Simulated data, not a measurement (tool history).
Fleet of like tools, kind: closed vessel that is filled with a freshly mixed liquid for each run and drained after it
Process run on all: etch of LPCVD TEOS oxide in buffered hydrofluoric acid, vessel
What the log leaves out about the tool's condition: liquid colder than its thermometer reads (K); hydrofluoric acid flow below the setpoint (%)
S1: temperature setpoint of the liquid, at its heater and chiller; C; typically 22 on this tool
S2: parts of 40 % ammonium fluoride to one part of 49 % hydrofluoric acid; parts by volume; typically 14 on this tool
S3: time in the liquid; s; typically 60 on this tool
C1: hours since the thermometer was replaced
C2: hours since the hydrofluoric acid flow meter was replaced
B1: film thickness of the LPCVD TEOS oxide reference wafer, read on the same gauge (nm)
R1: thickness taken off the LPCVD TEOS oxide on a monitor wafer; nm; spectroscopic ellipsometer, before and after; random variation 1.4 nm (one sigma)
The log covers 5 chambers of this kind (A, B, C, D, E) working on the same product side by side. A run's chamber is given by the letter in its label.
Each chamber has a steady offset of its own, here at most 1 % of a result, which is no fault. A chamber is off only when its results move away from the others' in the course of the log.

run	day	S1	S2	S3	C1	C2	B1	R1
1E	0.438	22	14	60	635.2	205.3	59.992	188.28
2A	0.75	22	14	60	1448.1	1258.6	60.001	187.63
3C	1.054	22	14	60	262.3	381.9	60.011	189.37
4B	1.362	22	14	60	1798	100.4	59.993	191.15
5D	1.7	22	14	60	1498	55.5	59.997	189
6D	2.196	23.5	14	60	1509.9	67.4	60.02	207.81
7E	2.425	23.5	14	60	682.9	253	60.017	206.8
8A	2.812	23.5	14	60	1497.6	1308.1	59.994	207.39
9B	3.308	23.5	14	60	1844.7	147.1	59.995	207.36
10C	3.579	23.5	14	60	322.9	442.5	59.985	209.55
11D	4.104	22	14	60	1555.7	113.2	60.028	188.14
12C	4.612	22	14	60	347.7	467.3	60.006	192.51
13E	5.046	22	14	60	745.8	315.9	60	189.18
14B	5.288	22	14	60	1892.2	194.6	60.023	191.48
15A	5.738	22	14	60	1567.8	1378.3	60.004	185.55
16C	6.121	19.5	14	90	383.9	503.5	60.006	247.41
17B	6.567	19.5	14	90	1922.9	225.3	60.021	252.83
18E	6.879	19.5	14	90	789.8	359.9	60.009	246.98
19A	7.146	19.5	14	90	1601.6	1412.1	59.968	238.25
20D	7.412	19.5	14	90	1635.1	192.6	60.007	246.33
21B	7.812	22	14	60	1952.8	255.2	60.019	191.34
22C	8.129	22	10.5	60	432.1	551.7	60.003	251.56
23A	8.533	22	10.5	60	1634.9	1445.4	59.99	243.02
24E	8.983	22	10.5	60	840.3	410.4	60.006	253.48
25D	9.254	22	10.5	60	1679.3	236.8	60.019	252.42
26C	9.738	22	10.5	60	470.7	590.3	60.005	250.24
27B	10.025	22	14	60	2005.9	308.3	60.004	192.06
# day 10.154: chamber C: thermometer replaced
28A	10.296	22	14	60	1677.2	1487.7	60.004	179.34
29D	10.767	22	14	60	1715.6	273.1	59.987	188.09
30E	11.025	22	14	75	889.3	459.4	59.963	237.47
31B	11.371	22	14	75	2038.2	340.6	60.009	238.89
32E	11.871	22	14	75	909.6	479.7	59.985	239.73
33C	12.183	22	14	75	48.8	649	59.98	240.96
34D	12.671	22	14	75	1761.3	318.8	60.007	232.95
35A	12.996	22	14	60	1742	1552.5	59.982	177.69
36D	13.417	22	14	60	1779.2	336.7	60.006	189.76
37A	13.925	22	14	60	1764.3	1574.8	60.02	176.53
38C	14.4	22	14	60	102	702.2	60.006	191.4
39B	14.7	22	14	60	2118.1	420.5	60.025	192.14
40E	15.017	22	14	60	985.1	555.2	59.986	190.82

Does one chamber stand apart from the rest, does the shared gauge drift, or is all well apart from small per-chamber offsets? Give the chamber and the most likely cause, where there is one.

Chamber A drifts away from the others.
Cause: liquid colder than its thermometer reads (K) = 1.67.
With only this log, it may be confused with: hydrofluoric acid flow below the setpoint (%).

Which of the 4 candidates below, each the usual settings with something changed and its results left as question marks, puts chamber A back in line with what the other chambers give on the usual settings?
Counts as in line when no further than this from what the other chambers average on the usual settings: R1 5.1 nm
41A-1	15.396	22	14	55				?
41A-2	15.396	21.5	14.5	55				?
41A-3	15.396	22	12	60				?
41A-4	15.396	23.5	14	60				?

Other chambers, usual settings, mean: R1 189.93 nm
run	R1
41A-1	158.42
41A-2	148.76
41A-3	200.83
41A-4	188.08
41A-4 puts the chamber back in line with the other chambers.

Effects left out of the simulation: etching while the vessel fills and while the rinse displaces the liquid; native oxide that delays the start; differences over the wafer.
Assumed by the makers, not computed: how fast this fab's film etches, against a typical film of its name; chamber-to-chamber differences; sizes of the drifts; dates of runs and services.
